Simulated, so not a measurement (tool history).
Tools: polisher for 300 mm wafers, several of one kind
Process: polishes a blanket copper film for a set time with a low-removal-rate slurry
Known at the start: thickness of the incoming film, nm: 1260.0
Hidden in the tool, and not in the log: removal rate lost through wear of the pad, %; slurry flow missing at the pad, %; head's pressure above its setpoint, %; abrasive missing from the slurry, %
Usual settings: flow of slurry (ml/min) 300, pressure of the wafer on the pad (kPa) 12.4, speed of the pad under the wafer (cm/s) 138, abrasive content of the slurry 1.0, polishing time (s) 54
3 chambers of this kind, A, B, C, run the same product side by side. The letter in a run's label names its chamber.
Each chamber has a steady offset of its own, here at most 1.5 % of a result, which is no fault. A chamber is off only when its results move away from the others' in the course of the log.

run	hour	flow of slurry (ml/min)	pressure of the wafer on the pad (kPa)	speed of the pad under the wafer (cm/s)	abrasive content of the slurry	polishing time (s)	wafers polished on this pad	hours since the slurry nozzle was cleaned	hours since the head pressure was calibrated	hours since the slurry blender was calibrated	film removed (nm)
1B	9.3	300	12.4	138	1.0	54	675	152.3	217.1	95.3	155.70
2C	18.5	300	12.4	138	1.0	54	525	137.7	1022.6	440.7	155.88
# hour 23.3: chamber A: worn pad replaced by a new one
3A	30.5	300	12.4	138	1.0	54	89	515.7	893.0	420.3	156.30
# hour 32.9: chamber B: slurry blender recalibrated
# hour 33.6: chamber A: slurry nozzle cleaned
# hour 40.8: chamber B: worn pad replaced by a new one
# hour 43.8: chamber C: slurry blender recalibrated
4C	44.3	300	12.4	138	1.0	54	842	163.5	1048.4	0.6	157.78
5B	57.0	300	12.4	138	1.0	54	199	200.0	264.8	24.2	155.57
# hour 60.9: chamber C: worn pad replaced by a new one
6A	70.7	300	12.4	182	1.0	54	583	37.2	933.2	460.5	205.74
7A	80.6	300	12.4	182	1.0	54	705	47.1	943.1	470.4	207.63
8B	92.1	300	12.4	182	1.0	54	631	235.1	299.9	59.3	207.63
# hour 101.8: chamber A: slurry blender recalibrated
9C	103.6	300	12.4	138	1.0	54	525	222.8	1107.7	59.9	156.89
10A	118.8	300	12.4	138	1.0	54	1175	85.3	981.3	17.0	157.87
# hour 120.8: chamber B: worn pad replaced by a new one
# hour 121.1: chamber A: worn pad replaced by a new one
11C	127.5	300	12.4	138	1.0	54	819	246.7	1131.6	83.8	155.67
12B	136.4	300	12.4	138	1.0	54	192	279.4	344.2	103.6	155.33
# hour 141.5: chamber A: head pressure recalibrated
# hour 142.0: chamber C: worn pad replaced by a new one
13B	150.8	300	12.4	138	1.0	54	369	293.8	358.6	118.0	154.33
# hour 151.4: chamber B: slurry blender recalibrated
14C	160.9	300	12.4	138	1.0	54	233	280.1	1165.0	117.2	155.81
15A	171.5	300	12.4	138	1.0	54	620	138.0	30.0	69.7	156.68
16B	183.2	300	12.4	138	1.0	54	768	326.2	391.0	31.9	156.21
17A	194.7	300	12.4	138	1.0	54	905	161.2	53.2	92.9	156.48
# hour 198.6: chamber B: worn pad replaced by a new one
18C	207.2	300	12.4	138	1.0	54	802	326.4	1211.3	163.5	155.05
# hour 209.6: chamber C: slurry nozzle cleaned
19A	219.2	300	12.4	138	1.0	54	1207	185.7	77.7	117.4	158.97
# hour 220.0: chamber A: worn pad replaced by a new one
20B	228.6	300	12.4	138	1.0	54	369	371.6	436.4	77.3	155.54
21C	236.3	300	12.4	138	1.0	54	1160	26.7	1240.4	192.6	154.13
# hour 243.3: chamber C: worn pad replaced by a new one
22B	249.2	300	12.4	138	1.0	54	622	392.2	457.0	97.9	154.92
# hour 264.0: chamber B: slurry blender recalibrated
23A	264.1	300	12.4	138	1.0	54	542	230.6	122.6	162.3	158.21
# hour 271.8: chamber B: worn pad replaced by a new one
24C	272.8	300	12.4	138	1.0	54	363	63.2	1276.9	229.1	155.34
25A	286.3	300	12.4	138	1.0	54	815	252.8	144.8	184.5	158.17
26C	298.5	300	12.4	138	1.0	54	679	88.9	1302.6	254.8	156.97
27B	308.6	300	12.4	138	1.0	54	453	451.6	516.4	44.6	153.93
28A	322.9	300	12.4	138	1.0	54	1266	289.4	181.4	221.1	158.05
# hour 323.5: chamber A: worn pad replaced by a new one
# hour 331.8: chamber C: worn pad replaced by a new one
29C	334.6	300	12.4	138	1.0	54	34	125.0	1338.7	290.9	156.34
30B	346.9	300	12.4	138	1.0	54	924	489.9	554.7	82.9	155.52
# hour 348.0: chamber B: worn pad replaced by a new one
# hour 352.9: chamber B: head pressure recalibrated
31B	361.1	300	12.4	138	1.0	54	161	504.1	8.3	97.1	154.72
32A	368.3	300	12.4	138	1.0	54	552	334.8	226.8	266.5	155.92
# hour 370.3: chamber B: slurry nozzle cleaned
# hour 377.1: chamber B: slurry blender recalibrated
33C	378.1	300	12.4	138	1.0	54	569	168.5	1382.2	334.4	154.60
34B	388.9	300	12.4	138	0.8	54	503	18.7	36.1	11.9	148.31

Next, every chamber runs the same settings. What will each give?
35A	400.8	300	13.8	138	1.0	54					?
35B	400.8	300	13.8	138	1.0	54					?
35C	400.8	300	13.8	138	1.0	54					?

run	film removed (nm)
35A	175.94
35B	172.67
35C	171.95
